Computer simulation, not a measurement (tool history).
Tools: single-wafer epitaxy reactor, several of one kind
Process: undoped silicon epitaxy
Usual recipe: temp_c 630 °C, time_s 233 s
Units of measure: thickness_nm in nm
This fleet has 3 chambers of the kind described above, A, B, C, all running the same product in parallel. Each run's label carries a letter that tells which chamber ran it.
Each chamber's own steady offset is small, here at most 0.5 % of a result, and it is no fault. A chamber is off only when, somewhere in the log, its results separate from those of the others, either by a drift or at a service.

run   hour  temp_c  time_s  hours since the last pyrometer calibration  read-back reference wafer on the same gauge, thickness_nm  thickness_nm
 1B   14.3     630     233                                      1251.8                                                     27.118        24.969
 2A   24.7     630     233                                      1608.4                                                     27.084        25.102
 3C   35.6     630     233                                       242.2                                                     27.112        24.929
 4C   44.5     630     233                                       251.1                                                     27.109        25.012
 5B   52.9     630     233                                      1290.4                                                     27.094        25.046
 6A   68.4     630     233                                      1652.1                                                     27.101        25.194
 7A   78.8     625     207                                      1662.5                                                     27.103        19.898
 8B   85.9     625     207                                      1323.4                                                     27.106        19.834
 9C   96.4     625     207                                         303                                                     27.107         19.71
10B    107     630     233                                      1344.5                                                     27.127        25.223
     116.9  -- chamber B: pyrometer calibrated
11A  120.1     630     233                                      1703.8                                                     27.107         25.06
12C    131     630     233                                       337.6                                                     27.085        24.954
13B    140     630     207                                        23.2                                                     27.131        23.334
14A  148.5     630     207                                      1732.2                                                     27.105        22.221
15C  161.2     630     207                                       367.8                                                     27.071        22.015
16A  174.1     630     233                                      1757.8                                                     27.106        25.182
17B  181.5     630     233                                        64.7                                                     27.111         26.44
18C    193     630     233                                       399.6                                                     27.097        24.982
19C  208.2     630     233                                       414.8                                                     27.092        25.025
20B  215.2     630     233                                        98.4                                                     27.087        26.001
21A  227.8     630     188                                      1811.5                                                     27.092        20.225
22B    238     630     188                                       121.2                                                     27.085        20.994
23C    245     630     188                                       451.6                                                     27.105        20.116
24A    260     630     250                                      1843.7                                                     27.099        26.935
25B  273.2     630     250                                       156.4                                                     27.072        27.992
26C  286.9     630     250                                       493.5                                                     27.105        26.761
27A  298.5     630     233                                      1882.2                                                       27.1         25.01
28B  309.9     630     233                                       193.1                                                     27.124         26.01

Has any chamber moved away from the others, gradually or after a service, or does the common gauge drift, or do the chambers differ only by their own small steady offsets? State the chamber and the most likely cause if one applies.

The work done on chamber B during a service left it standing apart from the others.
Likeliest cause: wafer temperature above the value expected at the setpoint (K) = 1.83.

Which of the 4 candidates below, each the usual settings with something changed and its results left as question marks, puts chamber B back in line with what the other chambers give on the usual settings?
A result is in line if it is within this distance of the other chambers' mean on the usual settings: thickness_nm 0.37 nm
29B-1  321.3     630     215                                                                                                                    ?
29B-2  321.3     632     233                                                                                                                    ?
29B-3  321.3     630     251                                                                                                                    ?
29B-4  321.3     630     223                                                                                                                    ?

On the usual settings, the other chambers give on average: thickness_nm 25.014 nm
  run  thickness_nm
29B-1        24.197
29B-2        27.436
29B-3        28.248
29B-4        25.097
The answer is 29B-4, which returns the chamber to within the allowed miss of the others.

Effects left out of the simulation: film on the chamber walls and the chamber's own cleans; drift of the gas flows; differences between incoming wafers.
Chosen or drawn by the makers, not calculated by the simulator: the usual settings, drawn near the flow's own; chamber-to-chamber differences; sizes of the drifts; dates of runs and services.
